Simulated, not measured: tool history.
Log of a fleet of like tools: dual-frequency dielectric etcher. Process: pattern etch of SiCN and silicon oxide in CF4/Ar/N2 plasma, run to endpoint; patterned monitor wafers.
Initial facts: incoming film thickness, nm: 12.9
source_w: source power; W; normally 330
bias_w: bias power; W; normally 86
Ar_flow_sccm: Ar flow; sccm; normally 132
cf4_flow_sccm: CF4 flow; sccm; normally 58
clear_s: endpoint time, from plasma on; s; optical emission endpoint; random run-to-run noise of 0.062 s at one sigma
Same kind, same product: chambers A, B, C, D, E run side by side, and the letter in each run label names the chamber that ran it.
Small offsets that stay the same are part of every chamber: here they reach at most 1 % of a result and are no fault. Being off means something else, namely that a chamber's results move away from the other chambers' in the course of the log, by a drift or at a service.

run	hour	source_w	bias_w	Ar_flow_sccm	cf4_flow_sccm	clear_s
1D	9.2	330	86	132	58	20.040
2A	15.2	330	86	132	58	19.737
3B	28.3	330	86	132	58	19.673
4C	41.1	330	86	132	58	19.716
5E	50.3	330	86	132	71	19.339
6A	56.7	330	86	132	71	19.175
7E	63.5	330	86	132	71	19.339
# hour 65.1: chamber A: source power generator calibrated
8D	75.3	330	86	132	71	19.386
9B	82.0	330	86	132	71	18.930
10C	93.8	330	86	132	58	19.743
11A	100.8	330	86	132	58	19.629
# hour 111.6: chamber B: wet clean of the chamber
12C	113.0	370	86	132	58	17.821
13E	122.1	370	86	132	58	18.095
14D	128.8	370	86	132	58	17.992
15B	139.4	370	86	132	58	17.739
16D	149.4	370	86	132	58	18.041
17B	161.4	330	86	132	58	19.594
18E	167.3	330	86	132	58	19.810
19A	178.0	330	103	153	58	18.640
20C	190.5	330	103	153	58	18.788
21D	199.6	330	103	153	58	19.068
22B	206.2	330	103	153	58	18.598
23A	215.0	330	103	153	58	18.743
24E	222.2	330	86	132	58	19.931
25C	227.9	330	86	132	58	19.730
26D	238.6	330	86	132	58	20.010
27B	245.3	330	86	132	58	19.613
28A	253.5	330	86	132	58	19.592
29C	259.9	330	77	132	69	20.068
30E	268.2	330	77	132	69	20.238
31D	278.2	330	77	132	69	20.229
32B	287.6	330	77	132	69	19.838

What goes on in this fleet: one chamber off, a drifting gauge, or nothing beyond the chambers' own small offsets? Name the chamber and the cause, if any.

Nothing is wrong: each chamber keeps only its own small, steady offset and the gauge holds still.
